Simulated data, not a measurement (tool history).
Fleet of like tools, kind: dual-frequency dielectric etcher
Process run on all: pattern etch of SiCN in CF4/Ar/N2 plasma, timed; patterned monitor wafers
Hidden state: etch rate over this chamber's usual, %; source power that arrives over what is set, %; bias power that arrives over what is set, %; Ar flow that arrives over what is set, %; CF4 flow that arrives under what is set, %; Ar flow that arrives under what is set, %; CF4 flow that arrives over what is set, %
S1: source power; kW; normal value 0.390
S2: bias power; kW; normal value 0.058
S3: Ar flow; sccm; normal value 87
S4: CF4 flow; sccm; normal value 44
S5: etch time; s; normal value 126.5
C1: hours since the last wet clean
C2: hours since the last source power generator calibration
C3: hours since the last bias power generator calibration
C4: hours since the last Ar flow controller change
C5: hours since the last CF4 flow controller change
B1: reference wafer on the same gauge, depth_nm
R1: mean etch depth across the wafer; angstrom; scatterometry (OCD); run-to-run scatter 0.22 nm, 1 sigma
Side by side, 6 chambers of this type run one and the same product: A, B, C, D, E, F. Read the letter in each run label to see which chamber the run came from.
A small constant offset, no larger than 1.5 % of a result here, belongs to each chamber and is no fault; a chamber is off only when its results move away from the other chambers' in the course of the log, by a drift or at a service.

run	hour	S1	S2	S3	S4	S5	C1	C2	C3	C4	C5	B1	R1
1D	11.2	0.390	0.058	87	44	126.5	468.4	2868.7	3495.1	506.1	2755.2	90.258	843.60
# hour 14.0: chamber D: wet clean of the chamber
2C	18.5	0.390	0.058	87	44	126.5	149.1	188.8	781.7	2231.7	2036.4	90.207	841.16
3F	28.6	0.390	0.058	87	44	126.5	65.6	1452.9	1265.7	152.2	2504.1	90.339	844.93
4A	35.5	0.390	0.058	87	44	126.5	257.5	1627.8	2273.5	1863.4	264.1	90.324	852.35
5B	41.7	0.390	0.058	87	44	126.5	346.8	1336.2	432.6	3431.2	2226.8	90.317	855.27
6E	54.7	0.390	0.058	87	44	126.5	471.8	1910.7	1963.5	207.8	4403.8	90.273	840.34
7B	65.6	0.480	0.058	87	49	126.5	370.7	1360.1	456.5	3455.1	2250.7	90.301	1047.90
8A	79.2	0.480	0.058	87	49	126.5	301.2	1671.5	2317.2	1907.1	307.8	90.351	1048.20
# hour 81.0: chamber B: wet clean of the chamber
9D	86.5	0.480	0.058	87	49	126.5	72.6	2944.0	3570.4	581.4	2830.5	90.285	1039.40
10C	95.4	0.480	0.058	87	49	126.5	226.0	265.7	858.6	2308.6	2113.3	90.261	1022.60
11F	108.6	0.480	0.058	87	49	126.5	145.6	1532.9	1345.7	232.2	2584.1	90.325	1033.70
12E	120.9	0.480	0.058	87	49	126.5	538.0	1976.9	2029.7	274.0	4470.0	90.267	1023.70
13A	134.3	0.390	0.058	87	44	126.5	356.3	1726.6	2372.3	1962.2	362.9	90.314	849.89
14F	142.6	0.390	0.058	87	44	126.5	179.6	1566.9	1379.7	266.2	2618.1	90.290	842.96
15E	150.5	0.350	0.058	87	48	126.5	567.6	2006.5	2059.3	303.6	4499.6	90.287	778.91
16D	162.3	0.350	0.058	87	48	126.5	148.4	3019.8	3646.2	657.2	2906.3	90.310	781.95
17C	170.2	0.350	0.058	87	48	126.5	300.8	340.5	933.4	2383.4	2188.1	90.311	778.34
18B	178.0	0.350	0.058	87	48	126.5	97.1	1472.5	568.9	3567.5	2363.1	90.219	790.81
# hour 188.4: chamber C: wet clean of the chamber
19D	188.4	0.350	0.058	87	48	126.5	174.5	3045.9	3672.3	683.3	2932.4	90.298	785.39
20F	199.7	0.350	0.058	87	48	126.5	236.7	1624.0	1436.8	323.3	2675.2	90.278	773.69
21E	212.6	0.390	0.058	87	44	126.5	629.7	2068.6	2121.4	365.7	4561.7	90.343	840.65
22C	223.9	0.390	0.058	87	44	126.5	35.6	394.2	987.1	2437.1	2241.8	90.323	839.62
# hour 225.4: chamber B: Ar flow controller replaced
23A	235.5	0.390	0.058	87	44	126.5	457.5	1827.8	2473.5	2063.4	464.1	90.204	856.77
# hour 242.5: chamber A: wet clean of the chamber
24B	248.4	0.390	0.058	87	44	126.5	167.5	1542.9	639.3	23.1	2433.5	90.290	854.38
25D	254.6	0.390	0.058	87	44	126.5	240.7	3112.1	3738.5	749.5	2998.6	90.223	850.29
# hour 256.5: chamber E: wet clean of the chamber
26E	266.8	0.390	0.058	87	44	126.5	10.3	2122.8	2175.6	419.9	4615.9	90.286	845.15
27A	273.1	0.390	0.058	87	44	126.5	30.7	1865.4	2511.1	2101.0	501.7	90.301	851.89
28C	280.0	0.390	0.063	87	44	126.5	91.7	450.3	1043.2	2493.2	2297.9	90.298	863.34
# hour 286.5: chamber E: CF4 flow controller replaced
29F	289.1	0.390	0.063	87	44	126.5	326.1	1713.4	1526.2	412.7	2764.6	90.318	870.56
30B	301.8	0.390	0.063	87	44	126.5	220.9	1596.3	692.7	76.5	2486.9	90.310	882.10
31B	315.3	0.390	0.063	87	44	126.5	234.4	1609.8	706.2	90.0	2500.4	90.290	874.82
32A	323.2	0.390	0.063	87	44	126.5	80.8	1915.5	2561.2	2151.1	551.8	90.375	879.43
33D	334.4	0.390	0.063	87	44	126.5	320.5	3191.9	3818.3	829.3	3078.4	90.309	874.57
34F	345.4	0.390	0.058	87	44	126.5	382.4	1769.7	1582.5	469.0	2820.9	90.297	849.15
35E	355.4	0.390	0.058	87	44	126.5	98.9	2211.4	2264.2	508.5	68.9	90.322	845.73
36C	362.3	0.390	0.058	87	44	126.5	174.0	532.6	1125.5	2575.5	2380.2	90.312	838.41
37D	370.5	0.390	0.058	87	44	126.5	356.6	3228.0	3854.4	865.4	3114.5	90.348	850.57
38E	382.0	0.390	0.058	87	44	126.5	125.5	2238.0	2290.8	535.1	95.5	90.316	844.08
39B	387.8	0.390	0.058	87	44	126.5	306.9	1682.3	778.7	162.5	2572.9	90.295	854.50
40F	394.9	0.390	0.058	87	44	126.5	431.9	1819.2	1632.0	518.5	2870.4	90.312	847.43
41A	406.5	0.390	0.058	87	44	126.5	164.1	1998.8	2644.5	2234.4	635.1	90.330	849.88
42C	414.7	0.390	0.058	87	44	126.5	226.4	585.0	1177.9	2627.9	2432.6	90.266	835.46
43B	427.0	0.390	0.058	87	44	126.5	346.1	1721.5	817.9	201.7	2612.1	90.288	852.63

Is one chamber out of step, is the gauge drifting, or do the chambers differ by no more than their own small offsets? For an off chamber, give its letter and the likeliest cause.

All chambers stay in line apart from their small fixed offsets, and the gauge does not drift.
